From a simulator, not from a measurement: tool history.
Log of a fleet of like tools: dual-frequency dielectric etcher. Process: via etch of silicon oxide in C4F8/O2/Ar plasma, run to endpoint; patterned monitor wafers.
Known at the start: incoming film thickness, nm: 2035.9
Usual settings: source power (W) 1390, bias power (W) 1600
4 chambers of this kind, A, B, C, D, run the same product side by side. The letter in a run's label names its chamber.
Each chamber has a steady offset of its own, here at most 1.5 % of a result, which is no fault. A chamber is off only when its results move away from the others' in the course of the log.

run,hour,source power (W),bias power (W),endpoint time (s)
1B,5.9,1390,1600,499.74
2C,14.3,1390,1600,490.33
3A,23.3,1390,1600,500.53
4D,30.9,1390,1600,494.87
5A,35.4,1390,1600,501.58
6C,42.6,1390,1600,492.23
7D,52,1390,1600,490.49
8B,56.8,1390,1600,496
9C,62.3,1390,1600,487.6
10D,66.5,1390,1600,499.13
# hour 68.4: chamber A: wet clean of the chamber
11B,72.1,1390,1600,498.98
12A,80.4,1390,1600,498.27
# hour 83.7: chamber C: wet clean of the chamber
13C,86.6,1390,1600,473.41
14D,92.4,1390,1600,498.63
15B,97.1,1390,1600,505.76
16A,101.5,1390,1600,493.92
17D,110.8,1390,1600,496.19
# hour 112.7: chamber D: source power generator calibrated
18A,116.2,1390,1600,498.57
19C,121.2,1390,1600,475.6
20B,127.8,1220,1600,525.83
21C,134.2,1220,1600,500.16
22B,141.6,1220,1600,527.89
23A,146.9,1220,1600,527.3
24D,155.1,1390,1600,497.9
25A,161.6,1390,1600,492.59
26B,166.6,1390,1600,498.38

All 4 chambers run these settings next. Forecast each chamber's results:
27A,173.5,1150,1600,?
27B,173.5,1150,1600,?
27C,173.5,1150,1600,?
27D,173.5,1150,1600,?

run,endpoint time (s)
27A,537.97
27B,537.98
27C,510.13
27D,536.21
